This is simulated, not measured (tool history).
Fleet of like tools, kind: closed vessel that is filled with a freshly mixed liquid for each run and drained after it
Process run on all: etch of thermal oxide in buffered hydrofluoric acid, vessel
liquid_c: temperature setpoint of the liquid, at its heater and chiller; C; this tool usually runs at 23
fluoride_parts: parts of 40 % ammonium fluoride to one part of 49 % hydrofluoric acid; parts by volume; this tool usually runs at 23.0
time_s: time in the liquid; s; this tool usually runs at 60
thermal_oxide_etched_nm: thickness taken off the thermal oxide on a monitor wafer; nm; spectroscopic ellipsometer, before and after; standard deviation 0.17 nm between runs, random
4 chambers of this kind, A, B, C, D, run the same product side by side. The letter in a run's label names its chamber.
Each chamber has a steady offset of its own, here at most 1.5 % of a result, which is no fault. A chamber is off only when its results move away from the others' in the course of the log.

run    day  liquid_c  fluoride_parts  time_s  hours since the thermometer was replaced  hours since the hydrofluoric acid flow meter was replaced  read-back film thickness of the thermal oxide reference wafer, read on the same gauge (nm)  thermal_oxide_etched_nm
 1A  0.179        23            23.0      60                                    1982.0                                                     1857.3                                                                                      40.008                   28.514
 2D  0.375        23            23.0      60                                     673.2                                                     1400.8                                                                                      39.983                   28.540
 3B  0.500        23            23.0      60                                    2205.4                                                      338.6                                                                                      40.028                   28.370
     0.571  -- chamber A: thermometer replaced
 4C  0.700        23            23.0      60                                     250.2                                                      564.4                                                                                      39.968                   29.024
 5C  0.950        23            28.5      50                                     256.2                                                      570.4                                                                                      39.996                   20.876
 6D  1.100        23            28.5      50                                     690.6                                                     1418.2                                                                                      39.978                   20.735
 7A  1.296        23            28.5      50                                      17.5                                                     1884.1                                                                                      40.025                   20.479
 8B  1.542        23            28.5      50                                    2230.4                                                      363.6                                                                                      39.996                   20.574
 9B  1.754        23            23.0      60                                    2235.5                                                      368.7                                                                                      40.036                   28.979
10D  1.867        23            23.0      60                                     709.0                                                     1436.6                                                                                      40.008                   28.398
11A  2.117        19            30.0      60                                      37.2                                                     1903.8                                                                                      40.041                   18.794
12C  2.279        19            30.0      60                                     288.1                                                      602.3                                                                                      39.988                   19.279
13C  2.404        19            30.0      60                                     291.1                                                      605.3                                                                                      39.993                   19.148
14D  2.658        19            30.0      60                                     728.0                                                     1455.6                                                                                      39.991                   19.080
15B  2.817        23            20.0      60                                    2261.0                                                      394.2                                                                                      40.001                   31.128
16A  2.958        23            20.0      60                                      57.4                                                     1924.0                                                                                      39.986                   31.489
17A  3.104        23            20.0      60                                      60.9                                                     1927.5                                                                                      40.027                   31.532
18B  3.354        23            20.0      60                                    2273.9                                                      407.1                                                                                      40.033                   31.473
19C  3.579        23            23.0      60                                     319.3                                                      633.5                                                                                      40.010                   28.836
20D  3.704        23            23.0      60                                     753.1                                                     1480.7                                                                                      40.033                   28.618
21D  3.846        23            23.0      60                                     756.5                                                     1484.1                                                                                      39.996                   28.432
22A  4.096        23            23.0      60                                      84.7                                                     1951.3                                                                                      39.996                   28.571
23B  4.275        23            23.0      60                                    2296.0                                                      429.2                                                                                      40.006                   28.394
24C  4.483        21            17.0      60                                     341.0                                                      655.2                                                                                      39.996                   33.492
25A  4.638        21            17.0      60                                      97.7                                                     1964.3                                                                                      40.013                   33.244
26D  4.825        21            17.0      60                                     780.0                                                     1507.6                                                                                      40.002                   33.034
27C  5.038        21            17.0      60                                     354.3                                                      668.5                                                                                      40.004                   33.280
28B  5.188        23            23.0      60                                    2317.9                                                      451.1                                                                                      39.975                   28.742
29C  5.304        23            23.0      60                                     360.7                                                      674.9                                                                                      39.969                   28.779
30A  5.500        23            29.0      80                                     118.4                                                     1985.0                                                                                      39.968                   32.229
31B  5.679        23            29.0      80                                    2329.7                                                      462.9                                                                                      40.001                   32.254
32D  5.825        23            29.0      80                                     804.0                                                     1531.6                                                                                      39.967                   32.521
33B  5.958        23            29.0      80                                    2336.4                                                      469.6                                                                                      39.992                   32.274

Is one chamber off against the others, does the gauge drift, or is nothing wrong? If a chamber is off, say which, and what the likeliest cause is.

All chambers stay in line apart from their small fixed offsets, and the gauge does not drift.

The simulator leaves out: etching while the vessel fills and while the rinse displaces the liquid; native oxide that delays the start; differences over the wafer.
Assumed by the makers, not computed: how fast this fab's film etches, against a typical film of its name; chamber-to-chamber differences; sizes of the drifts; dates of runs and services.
